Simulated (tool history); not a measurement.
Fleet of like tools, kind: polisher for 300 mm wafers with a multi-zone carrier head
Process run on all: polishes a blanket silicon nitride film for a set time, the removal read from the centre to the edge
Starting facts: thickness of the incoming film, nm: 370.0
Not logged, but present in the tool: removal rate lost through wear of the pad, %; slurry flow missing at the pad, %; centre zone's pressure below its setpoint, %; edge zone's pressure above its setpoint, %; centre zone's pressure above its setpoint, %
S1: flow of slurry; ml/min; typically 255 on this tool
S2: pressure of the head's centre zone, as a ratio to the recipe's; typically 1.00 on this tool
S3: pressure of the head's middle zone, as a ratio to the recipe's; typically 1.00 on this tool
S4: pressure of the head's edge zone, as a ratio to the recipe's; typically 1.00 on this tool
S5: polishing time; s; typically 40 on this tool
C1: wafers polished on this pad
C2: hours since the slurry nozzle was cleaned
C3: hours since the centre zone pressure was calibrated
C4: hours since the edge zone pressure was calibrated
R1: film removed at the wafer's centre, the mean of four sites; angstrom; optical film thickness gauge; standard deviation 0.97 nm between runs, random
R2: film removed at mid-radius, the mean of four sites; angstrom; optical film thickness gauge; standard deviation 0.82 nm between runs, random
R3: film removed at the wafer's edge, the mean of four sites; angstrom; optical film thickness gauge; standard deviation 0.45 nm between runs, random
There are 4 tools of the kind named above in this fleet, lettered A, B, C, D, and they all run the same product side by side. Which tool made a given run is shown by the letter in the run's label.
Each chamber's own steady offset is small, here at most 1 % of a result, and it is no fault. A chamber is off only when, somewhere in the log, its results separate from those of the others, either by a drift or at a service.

-- hour=7.5 chamber C: worn pad replaced by a new one
run 1D hour=12.8 | S1=255 S2=1.00 S3=1.00 S4=1.00 S5=40 | C1=1490 C2=252.8 C3=192.8 C4=694.5 | R1=650.22 R2=663.98 R3=655.24
-- hour=13.6 chamber D: worn pad replaced by a new one
run 2B hour=25.3 | S1=255 S2=1.00 S3=1.00 S4=1.00 S5=40 | C1=934 C2=443.5 C3=302.7 C4=1503.9 | R1=650.61 R2=651.85 R3=660.55
-- hour=31.0 chamber A: worn pad replaced by a new one
run 3A hour=39.9 | S1=255 S2=1.00 S3=1.00 S4=1.00 S5=40 | C1=130 C2=654.6 C3=1278.9 C4=537.0 | R1=650.95 R2=643.74 R3=658.50
-- hour=45.9 chamber B: worn pad replaced by a new one
run 4C hour=48.0 | S1=255 S2=1.00 S3=1.00 S4=1.00 S5=40 | C1=590 C2=49.9 C3=143.6 C4=163.6 | R1=659.92 R2=651.01 R3=652.63
run 5A hour=56.1 | S1=255 S2=1.00 S3=1.00 S4=1.00 S5=40 | C1=366 C2=670.8 C3=1295.1 C4=553.2 | R1=673.34 R2=655.98 R3=663.41
run 6B hour=65.5 | S1=255 S2=1.00 S3=1.00 S4=1.00 S5=40 | C1=285 C2=483.7 C3=342.9 C4=1544.1 | R1=647.82 R2=655.22 R3=660.46
run 7D hour=73.4 | S1=255 S2=1.12 S3=1.00 S4=1.00 S5=40 | C1=870 C2=313.4 C3=253.4 C4=755.1 | R1=745.74 R2=645.43 R3=654.78
-- hour=76.0 chamber B: edge zone pressure recalibrated
run 8C hour=88.5 | S1=255 S2=1.12 S3=1.00 S4=1.00 S5=40 | C1=1179 C2=90.4 C3=184.1 C4=204.1 | R1=738.35 R2=661.73 R3=649.41
-- hour=90.5 chamber C: worn pad replaced by a new one
run 9B hour=96.1 | S1=255 S2=1.12 S3=1.00 S4=1.00 S5=40 | C1=730 C2=514.3 C3=373.5 C4=20.2 | R1=724.27 R2=659.62 R3=651.10
-- hour=98.4 chamber D: worn pad replaced by a new one
run 10C hour=106.1 | S1=255 S2=1.12 S3=1.00 S4=1.00 S5=40 | C1=228 C2=108.0 C3=201.7 C4=221.7 | R1=739.65 R2=637.10 R3=650.88
run 11D hour=119.0 | S1=255 S2=0.93 S3=1.00 S4=1.00 S5=33 | C1=300 C2=359.0 C3=299.0 C4=800.7 | R1=506.43 R2=540.44 R3=537.82
-- hour=125.2 chamber A: worn pad replaced by a new one
run 12A hour=127.5 | S1=255 S2=0.93 S3=1.00 S4=1.00 S5=33 | C1=34 C2=742.2 C3=1366.5 C4=624.6 | R1=511.52 R2=540.50 R3=543.03
-- hour=132.2 chamber B: worn pad replaced by a new one
run 13D hour=142.3 | S1=255 S2=0.93 S3=1.00 S4=1.00 S5=33 | C1=639 C2=382.3 C3=322.3 C4=824.0 | R1=485.68 R2=542.17 R3=544.33
-- hour=143.6 chamber A: edge zone pressure recalibrated
run 14B hour=153.3 | S1=255 S2=0.93 S3=1.00 S4=1.00 S5=33 | C1=308 C2=571.5 C3=430.7 C4=77.4 | R1=495.15 R2=544.36 R3=545.54
-- hour=155.2 chamber C: edge zone pressure recalibrated
run 15C hour=169.0 | S1=255 S2=1.00 S3=0.90 S4=1.00 S5=40 | C1=1143 C2=170.9 C3=264.6 C4=13.9 | R1=654.77 R2=585.01 R3=660.85
run 16A hour=184.4 | S1=255 S2=1.00 S3=0.90 S4=1.00 S5=40 | C1=862 C2=799.1 C3=1423.4 C4=40.8 | R1=651.35 R2=592.35 R3=650.33
-- hour=190.2 chamber C: worn pad replaced by a new one
-- hour=190.8 chamber D: worn pad replaced by a new one
run 17A hour=192.1 | S1=255 S2=1.00 S3=0.90 S4=1.00 S5=40 | C1=974 C2=806.8 C3=1431.1 C4=48.5 | R1=647.64 R2=590.62 R3=657.97
-- hour=202.1 chamber A: slurry nozzle cleaned
run 18C hour=202.6 | S1=255 S2=1.00 S3=0.90 S4=1.00 S5=40 | C1=181 C2=204.5 C3=298.2 C4=47.5 | R1=652.28 R2=596.84 R3=657.00
run 19B hour=210.8 | S1=255 S2=1.00 S3=1.00 S4=1.00 S5=40 | C1=1145 C2=629.0 C3=488.2 C4=134.9 | R1=663.62 R2=674.00 R3=654.75
-- hour=217.2 chamber D: edge zone pressure recalibrated
-- hour=220.3 chamber A: worn pad replaced by a new one
run 20D hour=220.3 | S1=255 S2=1.00 S3=1.00 S4=1.00 S5=40 | C1=429 C2=460.3 C3=400.3 C4=3.2 | R1=635.78 R2=648.76 R3=653.93
-- hour=226.8 chamber A: centre zone pressure recalibrated
run 21B hour=233.9 | S1=255 S2=1.00 S3=1.00 S4=1.00 S5=40 | C1=1481 C2=652.1 C3=511.3 C4=158.0 | R1=664.84 R2=662.57 R3=649.61
-- hour=235.4 chamber B: worn pad replaced by a new one
run 22C hour=249.9 | S1=255 S2=1.00 S3=1.00 S4=1.00 S5=40 | C1=869 C2=251.8 C3=345.5 C4=94.8 | R1=655.27 R2=667.39 R3=649.82
run 23A hour=260.5 | S1=255 S2=1.00 S3=1.00 S4=1.00 S5=40 | C1=585 C2=58.5 C3=33.7 C4=116.9 | R1=601.93 R2=653.53 R3=655.17
run 24D hour=268.0 | S1=255 S2=1.00 S3=1.00 S4=1.00 S5=40 | C1=1123 C2=508.0 C3=448.0 C4=50.9 | R1=648.34 R2=648.83 R3=661.25
-- hour=275.9 chamber C: worn pad replaced by a new one
run 25B hour=282.3 | S1=255 S2=1.00 S3=1.09 S4=1.00 S5=40 | C1=683 C2=700.5 C3=559.7 C4=206.4 | R1=658.22 R2=702.52 R3=650.10
-- hour=285.0 chamber D: worn pad replaced by a new one
run 26D hour=293.7 | S1=255 S2=1.00 S3=1.09 S4=1.00 S5=40 | C1=127 C2=533.7 C3=473.7 C4=76.6 | R1=658.35 R2=724.31 R3=645.19
run 27A hour=307.1 | S1=255 S2=1.00 S3=1.09 S4=1.00 S5=40 | C1=1263 C2=105.1 C3=80.3 C4=163.5 | R1=599.91 R2=714.80 R3=659.34
run 28C hour=315.1 | S1=255 S2=1.00 S3=1.09 S4=1.00 S5=40 | C1=571 C2=317.0 C3=410.7 C4=160.0 | R1=639.20 R2=692.25 R3=655.43
-- hour=321.2 chamber A: worn pad replaced by a new one
-- hour=326.0 chamber B: worn pad replaced by a new one
run 29B hour=327.0 | S1=255 S2=1.00 S3=1.00 S4=1.00 S5=40 | C1=14 C2=745.2 C3=604.4 C4=251.1 | R1=664.14 R2=661.11 R3=649.90
run 30C hour=335.0 | S1=255 S2=1.00 S3=1.00 S4=1.00 S5=40 | C1=861 C2=336.9 C3=430.6 C4=179.9 | R1=659.41 R2=669.12 R3=651.20
run 31A hour=351.0 | S1=255 S2=1.00 S3=1.00 S4=1.00 S5=40 | C1=433 C2=149.0 C3=124.2 C4=207.4 | R1=599.74 R2=638.73 R3=651.03
-- hour=363.5 chamber C: worn pad replaced by a new one
run 32D hour=364.1 | S1=255 S2=1.00 S3=1.00 S4=0.91 S5=40 | C1=1152 C2=604.1 C3=544.1 C4=147.0 | R1=639.30 R2=667.04 R3=633.26
-- hour=376.6 chamber D: worn pad replaced by a new one
run 33A hour=379.5 | S1=255 S2=1.00 S3=1.00 S4=0.91 S5=40 | C1=848 C2=177.5 C3=152.7 C4=235.9 | R1=609.82 R2=654.42 R3=613.10
run 34B hour=390.6 | S1=255 S2=1.00 S3=1.00 S4=0.91 S5=40 | C1=940 C2=808.8 C3=668.0 C4=314.7 | R1=665.54 R2=665.38 R3=625.76
-- hour=399.6 chamber D: slurry nozzle cleaned
run 35C hour=406.3 | S1=255 S2=1.00 S3=1.00 S4=0.91 S5=40 | C1=623 C2=408.2 C3=501.9 C4=251.2 | R1=643.27 R2=660.69 R3=615.78
-- hour=415.1 chamber A: worn pad replaced by a new one
-- hour=416.9 chamber B: worn pad replaced by a new one
run 36D hour=417.6 | S1=255 S2=1.00 S3=1.00 S4=1.00 S5=40 | C1=597 C2=18.0 C3=597.6 C4=200.5 | R1=667.44 R2=662.62 R3=651.71
run 37C hour=432.3 | S1=255 S2=1.00 S3=1.00 S4=1.00 S5=40 | C1=1001 C2=434.2 C3=527.9 C4=277.2 | R1=658.41 R2=663.96 R3=660.84
run 38A hour=440.8 | S1=255 S2=1.00 S3=1.00 S4=1.00 S5=40 | C1=375 C2=238.8 C3=214.0 C4=297.2 | R1=597.76 R2=662.65 R3=655.25
run 39B hour=450.5 | S1=255 S2=1.00 S3=1.00 S4=1.00 S5=40 | C1=489 C2=868.7 C3=727.9 C4=374.6 | R1=661.52 R2=649.23 R3=661.07
-- hour=459.1 chamber D: worn pad replaced by a new one
run 40D hour=460.7 | S1=255 S2=1.00 S3=1.00 S4=1.00 S5=40 | C1=24 C2=61.1 C3=640.7 C4=243.6 | R1=648.19 R2=639.32 R3=663.64

Decide between three cases: one chamber stands off from its peers, the gauge reading all wafers drifts, or nothing is wrong past each chamber's small offset. Where a chamber is off, say which and what most likely put it there.

The work done on chamber A during a service left it standing apart from the others.
Most likely cause: centre zone's pressure below its setpoint, % = 7.97.

Below are 4 candidate recipes for chamber A's next run, each the usual settings with a change, their results shown as question marks. Which of them brings A's results back in line with what the other chambers give on the usual settings?
Counts as in line when no further than this from what the other chambers average on the usual settings: R1 34.00 angstrom; R2 29.00 angstrom; R3 16.00 angstrom
run 41A-1 hour=472.3 | S1=265 S2=1.13 S3=0.99 S4=0.95 S5=41 | R1=? R2=? R3=?
run 41A-2 hour=472.3 | S1=250 S2=0.94 S3=1.01 S4=1.02 S5=40 | R1=? R2=? R3=?
run 41A-3 hour=472.3 | S1=260 S2=1.06 S3=0.99 S4=0.98 S5=40 | R1=? R2=? R3=?
run 41A-4 hour=472.3 | S1=245 S2=0.87 S3=1.01 S4=1.05 S5=39 | R1=? R2=? R3=?

Average result of the remaining chambers running the usual settings: R1 652.35 angstrom; R2 655.02 angstrom; R3 654.54 angstrom
run=41A-1 R1=717.34 R2=668.87 R3=655.98
run=41A-2 R1=565.71 R2=661.11 R3=661.07
run=41A-3 R1=650.40 R2=651.41 R3=649.48
run=41A-4 R1=503.85 R2=643.28 R3=653.57
41A-3 puts the chamber back in line with the other chambers.

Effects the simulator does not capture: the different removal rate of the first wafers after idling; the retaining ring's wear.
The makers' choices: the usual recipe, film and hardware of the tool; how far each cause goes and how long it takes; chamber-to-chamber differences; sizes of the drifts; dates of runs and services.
